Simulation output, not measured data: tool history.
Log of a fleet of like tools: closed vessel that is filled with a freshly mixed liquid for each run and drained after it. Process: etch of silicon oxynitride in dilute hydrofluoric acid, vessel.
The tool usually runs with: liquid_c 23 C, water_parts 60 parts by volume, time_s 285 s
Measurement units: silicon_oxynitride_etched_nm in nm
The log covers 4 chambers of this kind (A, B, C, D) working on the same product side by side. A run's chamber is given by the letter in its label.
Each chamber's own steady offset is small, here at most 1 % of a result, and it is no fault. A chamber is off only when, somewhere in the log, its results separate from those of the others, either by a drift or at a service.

run,hour,liquid_c,water_parts,time_s,"read-back film thickness of the silicon oxynitride reference wafer, read on the same gauge (nm)",silicon_oxynitride_etched_nm
1B,6.9,23,60,285,89.984,11.216
2D,12.4,23,60,285,89.989,11.217
3C,18.7,23,60,285,89.996,11.051
4A,24.4,23,60,285,89.985,11.282
# hour 27.4: chamber D: thermometer replaced
5B,36.1,23,60,285,90.032,11.1
6C,43.9,23,60,285,90.028,11.107
7D,50.4,23,60,285,89.997,11.261
8A,56,23,60,285,89.98,11.327
9A,64.1,23,45,155,89.999,8.2812
10B,76.2,23,45,155,89.985,8.2327
11D,87,23,45,155,89.978,8.223
12C,96,23,45,155,90.016,8.2035
13A,106.2,23,60,285,89.996,11.312
14B,112,23,60,285,89.971,11.267
15C,120.3,23,60,285,90.003,11.143
16D,127.5,23,60,285,89.983,11.264
17C,137.4,23,60,285,89.976,11.115
18A,147.1,23,60,285,90.014,11.291
19D,158.1,23,80,225,90.002,6.5116
20B,165.1,23,80,225,89.992,6.5872
21C,176.8,23,80,225,89.979,6.5489
22D,184.9,23,80,225,89.989,6.5889
23B,190.7,23,60,285,90.006,11.175
24A,199.6,23,60,285,89.999,11.267

For the next run the whole fleet of 4 chambers uses the same settings. Give each chamber's results:
25A,208.3,23,60,285,,?
25B,208.3,23,60,285,,?
25C,208.3,23,60,285,,?
25D,208.3,23,60,285,,?

run,silicon_oxynitride_etched_nm
25A,11.231
25B,11.272
25C,11.125
25D,11.212
